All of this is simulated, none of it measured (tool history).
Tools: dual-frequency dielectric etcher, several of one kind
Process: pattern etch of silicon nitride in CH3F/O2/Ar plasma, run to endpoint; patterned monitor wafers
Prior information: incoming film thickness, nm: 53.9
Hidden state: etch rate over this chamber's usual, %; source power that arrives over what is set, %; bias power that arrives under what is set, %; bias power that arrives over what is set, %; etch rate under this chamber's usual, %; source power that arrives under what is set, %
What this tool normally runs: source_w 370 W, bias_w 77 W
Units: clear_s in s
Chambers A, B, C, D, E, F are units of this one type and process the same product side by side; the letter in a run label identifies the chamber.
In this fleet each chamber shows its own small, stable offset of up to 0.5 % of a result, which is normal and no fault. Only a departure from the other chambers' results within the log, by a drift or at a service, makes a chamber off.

| run | hour | source_w | bias_w | hours since the last wet clean | hours since the last source power generator calibration | hours since the last bias power generator calibration | clear_s |
|---|---|---|---|---|---|---|---|
| 1C | 10.4 | 370 | 77 | 271.2 | 37.5 | 1418.5 | 78.947 |
| 2B | 22.1 | 370 | 77 | 222.9 | 2345.6 | 419.9 | 77.718 |
| 3E | 31.0 | 370 | 77 | 219.8 | 3516.8 | 117.2 | 77.637 |
| 4D | 38.7 | 370 | 77 | 50.1 | 768.2 | 49.1 | 78.154 |
| 5F | 48.4 | 370 | 77 | 175.7 | 1693.8 | 1221.3 | 77.661 |
| 6A | 55.3 | 370 | 77 | 325.5 | 1370.0 | 633.8 | 78.971 |
| 7B | 65.4 | 370 | 77 | 266.2 | 2388.9 | 463.2 | 77.750 |
| 8A | 75.1 | 370 | 77 | 345.3 | 1389.8 | 653.6 | 78.993 |
| 9E | 82.1 | 370 | 77 | 270.9 | 3567.9 | 168.3 | 77.811 |
| 10D | 94.5 | 370 | 95 | 105.9 | 824.0 | 104.9 | 72.486 |
|  | 95.8 | chamber A: wet clean of the chamber |
|  | 102.5 | chamber E: source power generator calibrated |
| 11F | 105.3 | 370 | 95 | 232.6 | 1750.7 | 1278.2 | 72.179 |
| 12C | 118.0 | 370 | 95 | 378.8 | 145.1 | 1526.1 | 72.662 |
| 13F | 125.2 | 370 | 95 | 252.5 | 1770.6 | 1298.1 | 72.452 |
| 14D | 131.4 | 370 | 95 | 142.8 | 860.9 | 141.8 | 73.362 |
| 15A | 137.2 | 370 | 95 | 41.5 | 1451.9 | 715.7 | 73.098 |
|  | 149.4 | chamber C: wet clean of the chamber |
| 16E | 149.6 | 370 | 77 | 338.4 | 47.1 | 235.8 | 78.716 |
| 17C | 161.6 | 370 | 77 | 12.3 | 188.7 | 1569.7 | 79.055 |
| 18B | 170.0 | 370 | 77 | 370.8 | 2493.5 | 567.8 | 78.402 |
| 19E | 176.7 | 370 | 77 | 365.5 | 74.2 | 262.9 | 78.368 |
| 20B | 187.2 | 370 | 77 | 388.0 | 2510.7 | 585.0 | 79.045 |
|  | 193.1 | chamber B: wet clean of the chamber |
| 21A | 197.3 | 370 | 77 | 101.6 | 1512.0 | 775.8 | 78.476 |
| 22C | 209.1 | 370 | 90 | 59.8 | 236.2 | 1617.2 | 74.719 |
| 23D | 215.1 | 370 | 90 | 226.5 | 944.6 | 225.5 | 73.074 |
| 24F | 226.4 | 370 | 90 | 353.7 | 1871.8 | 1399.3 | 73.801 |
| 25E | 235.5 | 370 | 90 | 424.3 | 133.0 | 321.7 | 74.617 |
| 26B | 243.1 | 370 | 90 | 50.1 | 2566.6 | 640.9 | 73.668 |
| 27F | 249.4 | 370 | 90 | 376.7 | 1894.8 | 1422.3 | 74.031 |
| 28D | 259.9 | 370 | 77 | 271.3 | 989.4 | 270.3 | 77.725 |
| 29A | 272.4 | 370 | 77 | 176.7 | 1587.1 | 850.9 | 79.181 |
| 30C | 280.2 | 370 | 77 | 130.9 | 307.3 | 1688.3 | 78.159 |
| 31E | 286.5 | 370 | 77 | 475.3 | 184.0 | 372.7 | 78.114 |
| 32F | 293.8 | 370 | 77 | 421.1 | 1939.2 | 1466.7 | 77.738 |
| 33D | 300.7 | 370 | 77 | 312.1 | 1030.2 | 311.1 | 79.452 |
| 34B | 311.5 | 370 | 77 | 118.5 | 2635.0 | 709.3 | 77.829 |
| 35C | 319.1 | 370 | 77 | 169.8 | 346.2 | 1727.2 | 77.201 |
| 36A | 326.1 | 370 | 77 | 230.4 | 1640.8 | 904.6 | 78.313 |

All 6 chambers run these settings next. Forecast each chamber's results:
| 37A | 335.5 | 370 | 77 |  |  |  | ? |
| 37B | 335.5 | 370 | 77 |  |  |  | ? |
| 37C | 335.5 | 370 | 77 |  |  |  | ? |
| 37D | 335.5 | 370 | 77 |  |  |  | ? |
| 37E | 335.5 | 370 | 77 |  |  |  | ? |
| 37F | 335.5 | 370 | 77 |  |  |  | ? |

| run | clear_s |
|---|---|
| 37A | 78.832 |
| 37B | 78.996 |
| 37C | 78.742 |
| 37D | 78.060 |
| 37E | 78.882 |
| 37F | 79.231 |
